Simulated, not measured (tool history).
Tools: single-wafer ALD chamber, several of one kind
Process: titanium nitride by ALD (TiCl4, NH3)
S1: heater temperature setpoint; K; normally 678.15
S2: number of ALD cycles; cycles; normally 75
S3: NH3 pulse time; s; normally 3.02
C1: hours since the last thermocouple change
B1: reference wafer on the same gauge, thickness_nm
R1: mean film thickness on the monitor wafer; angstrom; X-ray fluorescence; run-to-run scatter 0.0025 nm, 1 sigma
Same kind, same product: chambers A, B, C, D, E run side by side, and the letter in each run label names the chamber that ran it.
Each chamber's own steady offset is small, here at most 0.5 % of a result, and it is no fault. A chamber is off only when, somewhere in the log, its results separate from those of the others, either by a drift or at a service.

run 1C hour=15.2 | S1=678.15 S2=75 S3=3.02 | C1=94 | B1=1.5002 | R1=16.757
run 2E hour=26.3 | S1=678.15 S2=75 S3=3.02 | C1=402.1 | B1=1.4994 | R1=16.751
run 3A hour=34.1 | S1=678.15 S2=75 S3=3.02 | C1=1019.3 | B1=1.4991 | R1=16.797
-- hour=42.9 chamber B: thermocouple changed; heater temperature recalibrated
run 4D hour=47.8 | S1=678.15 S2=75 S3=3.02 | C1=915.7 | B1=1.4991 | R1=16.83
run 5B hour=62.1 | S1=678.15 S2=75 S3=3.02 | C1=19.2 | B1=1.4979 | R1=16.731
run 6D hour=74.8 | S1=678.15 S2=75 S3=3.02 | C1=942.7 | B1=1.4987 | R1=16.877
run 7B hour=91.1 | S1=688.15 S2=75 S3=2.49 | C1=48.2 | B1=1.498 | R1=16.643
run 8C hour=99.5 | S1=688.15 S2=75 S3=2.49 | C1=178.3 | B1=1.4979 | R1=16.632
run 9E hour=109.2 | S1=688.15 S2=75 S3=2.49 | C1=485 | B1=1.4973 | R1=16.749
run 10A hour=125.4 | S1=688.15 S2=75 S3=2.49 | C1=1110.6 | B1=1.4965 | R1=16.709
run 11C hour=141.9 | S1=688.15 S2=75 S3=2.49 | C1=220.7 | B1=1.497 | R1=16.631
run 12E hour=155.6 | S1=678.15 S2=75 S3=3.02 | C1=531.4 | B1=1.4963 | R1=16.71
run 13D hour=164.4 | S1=665.15 S2=75 S3=2.5 | C1=1032.3 | B1=1.4961 | R1=16.531
run 14A hour=177.5 | S1=665.15 S2=75 S3=2.5 | C1=1162.7 | B1=1.4961 | R1=16.515
run 15B hour=193.2 | S1=665.15 S2=75 S3=2.5 | C1=150.3 | B1=1.4954 | R1=16.518
run 16B hour=205.2 | S1=665.15 S2=75 S3=2.5 | C1=162.3 | B1=1.4945 | R1=16.481
run 17A hour=221.1 | S1=665.15 S2=75 S3=2.5 | C1=1206.3 | B1=1.4946 | R1=16.505
run 18D hour=233.8 | S1=678.15 S2=75 S3=3.02 | C1=1101.7 | B1=1.4944 | R1=16.809
run 19C hour=243.1 | S1=678.15 S2=75 S3=3.02 | C1=321.9 | B1=1.4945 | R1=16.685
run 20E hour=258.5 | S1=678.15 S2=75 S3=3.02 | C1=634.3 | B1=1.4942 | R1=16.718
run 21C hour=273.9 | S1=678.15 S2=75 S3=3.02 | C1=352.7 | B1=1.4935 | R1=16.67
-- hour=286.7 chamber D: thermocouple changed; heater temperature recalibrated
run 22E hour=289.3 | S1=690.15 S2=75 S3=3.77 | C1=665.1 | B1=1.4935 | R1=16.806
run 23D hour=305.8 | S1=690.15 S2=75 S3=3.77 | C1=19.2 | B1=1.4929 | R1=16.98
run 24A hour=316.2 | S1=690.15 S2=75 S3=3.77 | C1=1301.4 | B1=1.4929 | R1=16.829
run 25B hour=324.4 | S1=690.15 S2=75 S3=3.77 | C1=281.5 | B1=1.4924 | R1=16.8
run 26E hour=335.7 | S1=690.15 S2=75 S3=3.77 | C1=711.5 | B1=1.4924 | R1=16.833
run 27D hour=348.2 | S1=678.15 S2=75 S3=3.57 | C1=61.6 | B1=1.492 | R1=16.849
run 28B hour=356.3 | S1=678.15 S2=75 S3=3.57 | C1=313.4 | B1=1.4915 | R1=16.748
run 29A hour=372.6 | S1=678.15 S2=75 S3=3.57 | C1=1357.8 | B1=1.4911 | R1=16.741
run 30C hour=381.9 | S1=678.15 S2=75 S3=3.57 | C1=460.7 | B1=1.4907 | R1=16.706

Is one chamber out of step, is the gauge drifting, or do the chambers differ by no more than their own small offsets? For an off chamber, give its letter and the likeliest cause.

It is the gauge, not a chamber: its drift shows up in every chamber's results at once, and no chamber is off.
Most likely cause: gauge reads low (%) = 0.603.
